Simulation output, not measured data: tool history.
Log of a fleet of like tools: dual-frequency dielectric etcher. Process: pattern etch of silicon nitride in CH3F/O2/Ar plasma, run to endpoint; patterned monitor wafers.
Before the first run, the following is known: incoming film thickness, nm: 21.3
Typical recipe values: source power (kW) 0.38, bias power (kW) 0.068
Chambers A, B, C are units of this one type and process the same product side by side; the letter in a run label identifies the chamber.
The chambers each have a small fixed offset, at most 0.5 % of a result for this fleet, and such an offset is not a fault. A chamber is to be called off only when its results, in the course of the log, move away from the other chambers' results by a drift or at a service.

run	day	source power (kW)	bias power (kW)	endpoint time (s)
1C	0.208	0.38	0.068	32.011
2A	0.421	0.38	0.068	32.026
3B	0.646	0.38	0.068	32.25
4A	0.838	0.38	0.068	32.027
5B	1.171	0.38	0.068	32.072
6C	1.5	0.38	0.068	32.06
7C	1.762	0.38	0.068	32.036
8B	2.046	0.38	0.068	32.063
9A	2.425	0.38	0.068	32.248
10A	2.821	0.38	0.068	32.067
11C	3.167	0.41	0.083	28.838
12B	3.588	0.41	0.083	29.106
13A	3.933	0.41	0.083	29.106
14B	4.175	0.38	0.068	32.061
15C	4.588	0.38	0.068	31.641
16A	5.012	0.38	0.068	32.231
17B	5.429	0.38	0.068	32.183
18C	5.704	0.38	0.068	31.619
19A	5.938	0.38	0.068	32.283
20C	6.292	0.38	0.068	31.416
21B	6.692	0.38	0.068	32.197
22A	6.996	0.32	0.056	36.709
23C	7.196	0.32	0.056	35.87
24B	7.542	0.32	0.056	36.56
25A	7.771	0.38	0.068	31.975
# day 7.967: chamber B: wet clean of the chamber
26C	8.183	0.38	0.068	31.446
27B	8.571	0.38	0.068	32.036
# day 8.825: chamber C: bias power generator calibrated
28C	8.946	0.38	0.068	31.052
29B	9.371	0.38	0.068	32.226
30A	9.658	0.38	0.068	32.156
31A	9.996	0.38	0.068	32.155
32C	10.412	0.38	0.068	31.191
33B	10.638	0.38	0.068	32.206
34A	11.054	0.38	0.068	32.079
35B	11.238	0.38	0.052	35.074
36C	11.596	0.38	0.052	33.688
37C	11.871	0.38	0.052	33.661
38B	12.258	0.38	0.068	32.164
# day 12.271: chamber C: source power generator calibrated
39A	12.604	0.38	0.068	32.152
40C	12.946	0.33	0.068	32.233
41B	13.179	0.33	0.068	33.981

Predict what each chamber gives when all 3 of them run the settings below next.
42A	13.483	0.38	0.068	?
42B	13.483	0.38	0.068	?
42C	13.483	0.38	0.068	?

run	endpoint time (s)
42A	32.046
42B	32.077
42C	30.753
